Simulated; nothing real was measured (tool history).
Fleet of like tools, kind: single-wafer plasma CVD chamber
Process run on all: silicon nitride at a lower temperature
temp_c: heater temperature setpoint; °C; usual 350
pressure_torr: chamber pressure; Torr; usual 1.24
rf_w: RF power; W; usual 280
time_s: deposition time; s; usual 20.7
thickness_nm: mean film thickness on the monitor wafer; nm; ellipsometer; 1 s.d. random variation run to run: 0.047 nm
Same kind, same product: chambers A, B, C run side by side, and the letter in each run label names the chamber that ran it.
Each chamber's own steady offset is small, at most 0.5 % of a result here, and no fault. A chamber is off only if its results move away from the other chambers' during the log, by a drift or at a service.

run,day,temp_c,pressure_torr,rf_w,time_s,hours since the last thermocouple change,hours since the last RF generator calibration,hours since the last manometer calibration,"read-back reference wafer on the same gauge, thickness_nm",thickness_nm
1C,0.175,350,1.24,280,20.7,223.7,2035.1,427.3,25.205,21.668
2A,0.333,350,1.24,280,20.7,1370.7,930.4,965.8,25.205,21.576
3B,0.479,350,1.24,280,20.7,1969.9,102.7,2395.6,25.204,21.598
4B,0.658,350,1.24,280,20.7,1974.2,107.0,2399.9,25.209,21.548
5C,0.821,350,1.24,280,20.7,239.2,2050.6,442.8,25.201,21.660
6A,0.975,350,1.24,280,20.7,1386.1,945.8,981.2,25.202,21.713
7B,1.125,350,1.24,280,20.7,1985.4,118.2,2411.1,25.207,21.577
8C,1.317,350,1.24,305,20.7,251.1,2062.5,454.7,25.187,22.936
9A,1.504,350,1.24,305,20.7,1398.8,958.5,993.9,25.199,22.927
10A,1.650,350,1.24,305,20.7,1402.3,962.0,997.4,25.208,22.895
11B,1.754,350,1.24,280,20.7,2000.5,133.3,2426.2,25.215,21.509
12C,1.950,350,1.24,280,20.7,266.3,2077.7,469.9,25.212,21.685
13B,2.125,350,1.24,280,20.7,2009.4,142.2,2435.1,25.193,21.643
14A,2.254,350,1.24,280,20.7,1416.8,976.5,1011.9,25.206,21.686
15C,2.388,350,1.24,280,20.7,276.8,2088.2,480.4,25.203,21.733
16C,2.504,350,1.24,280,20.7,279.6,2091.0,483.2,25.200,21.696
17B,2.700,350,1.24,280,20.7,2023.2,156.0,2448.9,25.205,21.610
18A,2.867,350,1.24,280,20.7,1431.5,991.2,1026.6,25.203,21.510
19B,3.025,350,1.48,260,20.7,2031.0,163.8,2456.7,25.203,21.537
20C,3.188,350,1.48,260,20.7,296.0,2107.4,499.6,25.191,21.609

Does one chamber stand apart from the rest, does the shared gauge drift, or is all well apart from small per-chamber offsets? Give the chamber and the most likely cause, where there is one.

The fleet is healthy, with each chamber sitting at its usual small offset and no drift in the gauge.

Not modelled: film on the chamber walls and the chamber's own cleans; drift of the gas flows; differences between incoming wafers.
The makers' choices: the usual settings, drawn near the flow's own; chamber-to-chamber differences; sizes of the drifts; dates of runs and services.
